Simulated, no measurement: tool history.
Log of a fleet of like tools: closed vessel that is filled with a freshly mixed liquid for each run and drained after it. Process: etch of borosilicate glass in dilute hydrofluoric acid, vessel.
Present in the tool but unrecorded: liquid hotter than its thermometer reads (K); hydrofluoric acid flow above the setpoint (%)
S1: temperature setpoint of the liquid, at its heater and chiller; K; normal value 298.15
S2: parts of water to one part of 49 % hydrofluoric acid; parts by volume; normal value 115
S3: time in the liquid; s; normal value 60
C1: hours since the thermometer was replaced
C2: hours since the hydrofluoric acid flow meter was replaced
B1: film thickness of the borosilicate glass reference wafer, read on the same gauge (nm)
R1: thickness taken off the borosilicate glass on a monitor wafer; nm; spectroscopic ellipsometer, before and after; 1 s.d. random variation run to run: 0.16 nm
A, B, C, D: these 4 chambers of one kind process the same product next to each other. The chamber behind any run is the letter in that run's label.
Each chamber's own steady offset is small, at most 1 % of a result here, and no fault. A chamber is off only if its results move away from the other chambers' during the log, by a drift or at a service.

run,hour,S1,S2,S3,C1,C2,B1,R1
1C,3.5,298.15,115,60,2576.8,775.6,140.01,26.809
2B,7.1,298.15,115,60,1872.4,2031.3,140,26.968
3D,12,298.15,115,60,168.1,312,140,26.688
4A,16.6,298.15,115,60,517.6,584,140,26.579
5B,20.4,298.15,115,60,1885.7,2044.6,140,26.911
6A,27.2,298.15,115,60,528.2,594.6,140.01,26.48
7D,32.5,298.15,115,60,188.6,332.5,139.99,26.819
8C,37.8,301.65,80,60,2611.1,809.9,140.02,45.813
9A,41.9,301.65,80,60,542.9,609.3,140,45.689
10C,48.2,301.65,80,60,2621.5,820.3,139.99,45.601
11D,52.3,301.65,80,60,208.4,352.3,140,46.075
12B,58.5,298.15,115,60,1923.8,2082.7,140,26.741
13A,64,298.15,115,60,565,631.4,139.98,26.775
14B,70.1,298.15,115,60,1935.4,2094.3,140,26.995
15C,75.2,302.65,115,60,2648.5,847.3,139.99,31.986
16D,80.7,302.65,115,60,236.8,380.7,140,32.609
17C,85.1,302.65,115,60,2658.4,857.2,140,31.99
# hour 85.9: chamber A: hydrofluoric acid flow meter replaced
18D,89.8,302.65,115,60,245.9,389.8,140,32.908
19B,93.8,298.15,115,60,1959.1,2118,140,27.011
20A,97.5,298.15,115,60,598.5,11.6,140.01,26.557
21A,103.7,298.15,115,60,604.7,17.8,140.02,26.443
22C,109.4,298.15,115,60,2682.7,881.5,140.01,26.968
23B,112.9,298.15,115,60,1978.2,2137.1,140.01,26.964
24D,119.3,298.15,115,60,275.4,419.3,140.01,28.797

The same settings go to every chamber for the next run, one line per chamber below. Forecast the results for each:
25A,124.4,298.15,115,60,,,,?
25B,124.4,298.15,115,60,,,,?
25C,124.4,298.15,115,60,,,,?
25D,124.4,298.15,115,60,,,,?

run,R1
25A,26.473
25B,26.712
25C,26.881
25D,28.706
